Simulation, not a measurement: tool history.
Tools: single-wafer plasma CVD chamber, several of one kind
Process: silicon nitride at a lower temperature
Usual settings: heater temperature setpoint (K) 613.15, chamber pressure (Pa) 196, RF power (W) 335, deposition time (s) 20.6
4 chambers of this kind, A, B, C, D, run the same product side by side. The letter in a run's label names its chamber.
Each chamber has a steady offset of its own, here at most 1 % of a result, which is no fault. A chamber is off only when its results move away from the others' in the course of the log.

| run | hour | heater temperature setpoint (K) | chamber pressure (Pa) | RF power (W) | deposition time (s) | hours since the last thermocouple change | hours since the last RF generator calibration | hours since the last manometer calibration | read-back reference wafer on the same gauge, thickness_nm | mean film thickness on the monitor wafer (Å) |
|---|---|---|---|---|---|---|---|---|---|---|
| 1A | 8.3 | 613.15 | 196 | 335 | 20.6 | 42 | 109.4 | 1398.8 | 21.882 | 255.42 |
| 2B | 16.7 | 613.15 | 196 | 335 | 20.6 | 1313.5 | 1037.7 | 1799.9 | 21.911 | 252.93 |
| 3C | 24.4 | 613.15 | 196 | 335 | 20.6 | 1510.6 | 1477.2 | 2229.6 | 21.909 | 255.21 |
| 4D | 31.3 | 613.15 | 196 | 335 | 20.6 | 625 | 437.5 | 2565 | 21.911 | 256.7 |
| 5A | 39.4 | 613.15 | 211 | 335 | 20.6 | 73.1 | 140.5 | 1429.9 | 21.881 | 257.96 |
| 6B | 47.7 | 613.15 | 211 | 335 | 20.6 | 1344.5 | 1068.7 | 1830.9 | 21.901 | 257.71 |
| 7C | 55.7 | 613.15 | 211 | 335 | 20.6 | 1541.9 | 1508.5 | 2260.9 | 21.875 | 258.36 |
| 8D | 61.9 | 613.15 | 211 | 335 | 20.6 | 655.6 | 468.1 | 2595.6 | 21.892 | 262.42 |
| 9C | 68 | 613.15 | 196 | 335 | 20.6 | 1554.2 | 1520.8 | 2273.2 | 21.896 | 252.63 |
| 10D | 74.4 | 613.15 | 196 | 335 | 20.6 | 668.1 | 480.6 | 2608.1 | 21.871 | 255.96 |
| 11A | 80.9 | 613.15 | 196 | 335 | 20.6 | 114.6 | 182 | 1471.4 | 21.882 | 254.89 |
| 12B | 89.9 | 613.15 | 196 | 335 | 20.6 | 1386.7 | 1110.9 | 1873.1 | 21.901 | 251.88 |
| 13A | 97.6 | 613.15 | 196 | 335 | 20.6 | 131.3 | 198.7 | 1488.1 | 21.928 | 252.67 |
| 14D | 104.1 | 613.15 | 196 | 335 | 20.6 | 697.8 | 510.3 | 2637.8 | 21.911 | 257.15 |
|  | 108.2 | chamber B: capacitance manometer re-zeroed and calibrated |
| 15C | 109.6 | 613.15 | 196 | 335 | 20.6 | 1595.8 | 1562.4 | 2314.8 | 21.908 | 250.3 |
| 16B | 116.5 | 613.15 | 196 | 335 | 20.6 | 1413.3 | 1137.5 | 8.3 | 21.896 | 253.24 |
|  | 122.1 | chamber C: capacitance manometer re-zeroed and calibrated |
| 17C | 125.7 | 613.15 | 196 | 335 | 20.6 | 1611.9 | 1578.5 | 3.7 | 21.903 | 250.22 |
| 18D | 131.8 | 613.15 | 196 | 335 | 20.6 | 725.5 | 538 | 2665.5 | 21.916 | 256.05 |
| 19A | 141.1 | 613.15 | 196 | 335 | 20.6 | 174.8 | 242.2 | 1531.6 | 21.9 | 254.79 |
| 20B | 150.2 | 613.15 | 196 | 335 | 20.6 | 1447 | 1171.2 | 42 | 21.891 | 254.1 |
|  | 154.4 | chamber A: capacitance manometer re-zeroed and calibrated |
| 21B | 158.7 | 613.15 | 196 | 335 | 20.6 | 1455.5 | 1179.7 | 50.5 | 21.915 | 252.17 |
| 22C | 166.8 | 613.15 | 196 | 335 | 20.6 | 1653 | 1619.6 | 44.8 | 21.919 | 248.03 |
| 23D | 171.2 | 613.15 | 196 | 335 | 20.6 | 764.9 | 577.4 | 2704.9 | 21.904 | 257.88 |
| 24A | 178.4 | 604.15 | 196 | 310 | 20.6 | 212.1 | 279.5 | 24.1 | 21.903 | 242.71 |
| 25A | 187.6 | 604.15 | 196 | 310 | 20.6 | 221.3 | 288.7 | 33.3 | 21.915 | 241.3 |
| 26D | 193.9 | 604.15 | 196 | 310 | 20.6 | 787.6 | 600.1 | 2727.6 | 21.927 | 245.59 |
| 27B | 202.2 | 604.15 | 196 | 310 | 20.6 | 1499 | 1223.2 | 94 | 21.873 | 243.26 |
| 28C | 208 | 613.15 | 196 | 335 | 20.6 | 1694.2 | 1660.8 | 86 | 21.895 | 247.44 |
| 29C | 215.4 | 613.15 | 196 | 335 | 20.6 | 1701.6 | 1668.2 | 93.4 | 21.929 | 244.84 |
| 30D | 224.7 | 613.15 | 196 | 335 | 20.6 | 818.4 | 630.9 | 2758.4 | 21.902 | 255.45 |
| 31B | 232.8 | 624.15 | 175 | 335 | 20.6 | 1529.6 | 1253.8 | 124.6 | 21.881 | 243.68 |

All 4 chambers run these settings next. Forecast each chamber's results:
| 32A | 239.6 | 613.15 | 196 | 335 | 18.1 |  |  |  |  | ? |
| 32B | 239.6 | 613.15 | 196 | 335 | 18.1 |  |  |  |  | ? |
| 32C | 239.6 | 613.15 | 196 | 335 | 18.1 |  |  |  |  | ? |
| 32D | 239.6 | 613.15 | 196 | 335 | 18.1 |  |  |  |  | ? |

| run | mean film thickness on the monitor wafer (Å) |
|---|---|
| 32A | 223.73 |
| 32B | 224.42 |
| 32C | 215.49 |
| 32D | 226.89 |
